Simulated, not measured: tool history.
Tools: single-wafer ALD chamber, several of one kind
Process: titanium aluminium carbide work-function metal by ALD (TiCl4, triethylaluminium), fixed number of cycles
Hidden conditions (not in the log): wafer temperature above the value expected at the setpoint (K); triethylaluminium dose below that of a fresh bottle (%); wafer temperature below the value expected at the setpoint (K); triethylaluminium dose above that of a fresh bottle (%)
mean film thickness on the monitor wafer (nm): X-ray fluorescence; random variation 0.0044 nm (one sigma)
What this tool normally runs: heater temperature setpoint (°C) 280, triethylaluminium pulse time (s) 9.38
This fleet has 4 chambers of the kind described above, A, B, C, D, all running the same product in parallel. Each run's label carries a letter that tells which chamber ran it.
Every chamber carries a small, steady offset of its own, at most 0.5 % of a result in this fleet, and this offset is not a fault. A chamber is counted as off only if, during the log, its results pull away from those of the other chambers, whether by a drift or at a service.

run	hour	heater temperature setpoint (°C)	triethylaluminium pulse time (s)	hours since the last thermocouple change	hours since the last triethylaluminium bottle change	read-back reference wafer on the same gauge, thickness_nm	mean film thickness on the monitor wafer (nm)
1D	8.7	280	9.38	729.5	640.2	1.4597	1.8096
2C	13.8	280	9.38	2769.8	306.5	1.4594	1.813
3A	22.2	280	9.38	1163.8	677.9	1.46	1.8035
4B	29.6	280	9.38	427.5	534.1	1.4599	1.8074
5A	34.4	280	10.78	1176	690.1	1.4599	1.8255
6D	39.9	280	10.78	760.7	671.4	1.4596	1.8391
7B	48.1	280	10.78	446	552.6	1.46	1.8367
8C	54.1	280	10.78	2810.1	346.8	1.461	1.8484
9C	58.7	280	9.38	2814.7	351.4	1.4596	1.809
10A	66.9	286	9.38	1208.5	722.6	1.4597	1.8484
11D	73.4	286	9.38	794.2	704.9	1.4603	1.8554
12B	81.6	286	9.38	479.5	586.1	1.4604	1.8583
13B	88.8	286	9.38	486.7	593.3	1.4597	1.871
# hour 90.8: chamber A: thermocouple changed; heater temperature recalibrated
14D	97.8	280	9.38	818.6	729.3	1.4596	1.8097
15A	102.6	280	9.38	11.8	758.3	1.4602	1.8049
16C	107.8	280	9.38	2863.8	400.5	1.4596	1.8211
17D	114.9	280	9.38	835.7	746.4	1.4605	1.805
18B	120.8	280	9.38	518.7	625.3	1.4612	1.8149
19A	127.5	280	9.38	36.7	783.2	1.4607	1.8022
20C	132.2	280	9.38	2888.2	424.9	1.4603	1.8104
21A	138.4	280	9.38	47.6	794.1	1.461	1.8081
22C	144.2	280	9.38	2900.2	436.9	1.46	1.8138
23D	148.7	280	9.38	869.5	780.2	1.4604	1.8026
24B	155	280	9.38	552.9	659.5	1.4586	1.8108
25B	160.9	280	9.38	558.8	665.4	1.4607	1.8084
26A	165.6	280	9.38	74.8	821.3	1.4614	1.8036
27D	172.4	280	9.38	893.2	803.9	1.4592	1.8126

Predict what each chamber gives when all 4 of them run the settings below next.
28A	178.9	280	7.17				?
28B	178.9	280	7.17				?
28C	178.9	280	7.17				?
28D	178.9	280	7.17				?

run	mean film thickness on the monitor wafer (nm)
28A	1.7216
28B	1.7274
28C	1.7283
28D	1.7195
